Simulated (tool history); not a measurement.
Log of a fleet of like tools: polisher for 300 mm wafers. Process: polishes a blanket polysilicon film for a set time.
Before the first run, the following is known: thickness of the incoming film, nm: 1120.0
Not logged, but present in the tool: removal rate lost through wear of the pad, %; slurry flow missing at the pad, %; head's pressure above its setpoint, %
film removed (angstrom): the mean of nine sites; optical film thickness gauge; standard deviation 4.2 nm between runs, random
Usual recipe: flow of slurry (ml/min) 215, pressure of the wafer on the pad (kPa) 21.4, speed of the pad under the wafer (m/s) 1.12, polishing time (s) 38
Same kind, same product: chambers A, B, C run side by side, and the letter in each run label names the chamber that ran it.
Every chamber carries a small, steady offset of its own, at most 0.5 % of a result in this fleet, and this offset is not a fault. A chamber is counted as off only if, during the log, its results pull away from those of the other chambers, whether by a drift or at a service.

run	hour	flow of slurry (ml/min)	pressure of the wafer on the pad (kPa)	speed of the pad under the wafer (m/s)	polishing time (s)	wafers polished on this pad	hours since the slurry nozzle was cleaned	hours since the head pressure was calibrated	film removed (angstrom)
1C	9.4	215	21.4	1.12	38	151	244.6	208.2	3265.3
2B	16.4	215	21.4	1.12	38	753	172.4	246.4	3210.8
3A	31.5	215	21.4	1.12	38	1134	447	320.1	3240.2
# hour 39.1: chamber A: worn pad replaced by a new one
4B	41.7	215	21.4	1.12	38	958	197.7	271.7	3266.4
5A	54.9	215	21.4	0.74	43	128	470.4	343.5	2461.5
# hour 70: chamber B: worn pad replaced by a new one
6C	70.4	215	21.4	0.74	43	645	305.6	269.2	2477.2
7C	83.7	215	21.4	0.74	43	752	318.9	282.5	2478.2
# hour 93.7: chamber C: slurry nozzle cleaned
8B	98.1	215	21.4	1.12	38	228	254.1	328.1	3205.3
9A	111.7	215	21.4	1.12	38	588	527.2	400.3	3249
10C	119.6	215	21.4	1.12	38	1043	26	318.4	3282.7
11B	134	215	21.4	1.12	38	518	290	364	3288.7
12A	142.1	215	21.4	1.12	38	834	557.6	430.7	3234.3
# hour 150: chamber C: worn pad replaced by a new one
13A	157.8	215	21.4	1.12	38	961	573.3	446.4	3272.3
14C	164.9	215	21.4	1.12	38	120	71.3	363.7	3192.4
15B	177.7	215	21.4	1.12	38	872	333.7	407.7	3238.3
16A	187.1	215	21.4	1.12	38	1198	602.6	475.7	3150.8
# hour 193.5: chamber A: head pressure recalibrated
# hour 193.9: chamber A: worn pad replaced by a new one
17B	195.3	215	21.4	1.12	38	1014	351.3	425.3	3252.3
18C	210.2	215	21.4	1.12	38	487	116.6	409	3181.6
19C	224.7	215	21.4	1.12	38	604	131.1	423.5	3297.9
20B	234.1	215	21.4	1.12	38	1328	390.1	464.1	3265.3
# hour 234.3: chamber B: worn pad replaced by a new one
21A	248.8	215	21.4	1.12	38	444	664.3	55.3	3072.1
22B	257.6	215	16.5	1.12	28	188	413.6	487.6	1886.5
23C	267.3	215	16.5	1.12	28	949	173.7	466.1	1866.8
24A	275.6	215	16.5	1.12	28	661	691.1	82.1	1731.3
25C	283.8	215	21.4	1.12	38	1082	190.2	482.6	3275.7
26B	291.8	215	13.8	1.12	38	465	447.8	521.8	2072.7
27A	299.5	215	13.8	1.12	38	854	715	106	2014.4
28A	307.4	215	13.8	1.12	38	918	722.9	113.9	1985
29C	315.6	215	21.4	1.12	38	1339	222	514.4	3230.1
30B	329.3	215	21.4	1.12	38	768	485.3	559.3	3250.8
# hour 332: chamber C: worn pad replaced by a new one
31A	343.5	215	21.4	1.12	38	1210	759	150	3067.9
32C	352.5	215	21.4	1.12	38	166	258.9	551.3	3225.2
33B	365.3	215	21.4	1.12	38	1059	521.3	595.3	3311.4

Predict what each chamber gives when all 3 of them run the settings below next.
34A	376.9	215	21.4	1.42	38				?
34B	376.9	215	21.4	1.42	38				?
34C	376.9	215	21.4	1.42	38				?

run	film removed (angstrom)
34A	3810.5
34B	4095.6
34C	4232.5

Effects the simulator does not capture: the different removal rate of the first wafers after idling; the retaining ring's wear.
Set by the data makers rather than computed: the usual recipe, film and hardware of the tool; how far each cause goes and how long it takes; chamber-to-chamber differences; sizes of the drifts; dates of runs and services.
